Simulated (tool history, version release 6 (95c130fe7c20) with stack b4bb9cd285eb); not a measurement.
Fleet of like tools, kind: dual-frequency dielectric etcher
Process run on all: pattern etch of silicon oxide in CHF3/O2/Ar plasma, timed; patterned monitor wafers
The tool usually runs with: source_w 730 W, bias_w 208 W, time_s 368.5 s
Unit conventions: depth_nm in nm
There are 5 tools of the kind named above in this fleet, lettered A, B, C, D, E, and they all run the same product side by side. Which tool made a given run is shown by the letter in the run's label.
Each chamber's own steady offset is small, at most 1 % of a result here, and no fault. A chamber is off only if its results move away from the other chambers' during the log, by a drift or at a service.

run	hour	source_w	bias_w	time_s	read-back reference wafer on the same gauge, depth_nm	depth_nm
1A	16.1	730	208	368.5	796.02	823.8
2B	25.1	730	208	368.5	794.76	815.45
# hour 26: chamber D: wet clean of the chamber
3C	33.9	730	208	368.5	794.73	822.55
4D	45.9	730	208	368.5	795.52	830
5E	59	730	208	368.5	795.08	829.28
6C	70.6	730	208	368.5	795.21	822.47
7D	84	730	208	368.5	795.07	819.25
8B	98.4	730	208	368.5	794.78	822.44
9E	110.9	670	208	368.5	795.07	802.09
10A	125.2	670	208	368.5	795.15	796.81
11D	135.6	670	208	368.5	795.06	790.97
12A	142.8	670	208	368.5	795.95	806.53
13E	155.5	670	208	368.5	794.86	807.51
14B	163.3	730	208	368.5	795.46	811.97
# hour 173: chamber E: wet clean of the chamber
15C	178.1	730	208	368.5	794.37	823.03
# hour 179.1: chamber A: wet clean of the chamber
16C	188.9	730	208	368.5	796.03	828.1
17D	200.5	730	208	368.5	795.1	823.2
18E	211.4	730	208	368.5	795.3	824.81
# hour 224.7: chamber B: source power generator calibrated
19A	226.3	730	233	368.5	793.57	888.19
20B	239.1	730	233	368.5	795.06	856.94
21C	252.5	730	233	368.5	794.05	864.43
22D	264.3	730	233	368.5	794.1	854.05
23A	272.6	730	233	368.5	795.33	888.68
24B	282.6	730	208	368.5	795.16	823.72
25E	292.5	730	208	368.5	795.95	832.25
26C	304.7	730	208	368.5	794.87	829.46
27A	314.6	880	208	423.5	794.64	1047.9
28D	330.5	880	208	423.5	795.71	1011.6
29E	344.3	880	208	423.5	793.83	1036.3
30B	357.7	880	208	423.5	794.58	1014.5
31A	374.2	880	208	423.5	794.93	1049.7
32B	381.4	730	208	368.5	795.2	817.04
33D	391.2	730	208	368.5	794.69	816.32
34E	406	730	208	368.5	795.59	831.5

Predict what each chamber gives when all 5 of them run the settings below next.
35A	417.8	730	208	368.5		?
35B	417.8	730	208	368.5		?
35C	417.8	730	208	368.5		?
35D	417.8	730	208	368.5		?
35E	417.8	730	208	368.5		?

run	depth_nm
35A	848.08
35B	822.92
35C	826.83
35D	823.75
35E	826.88
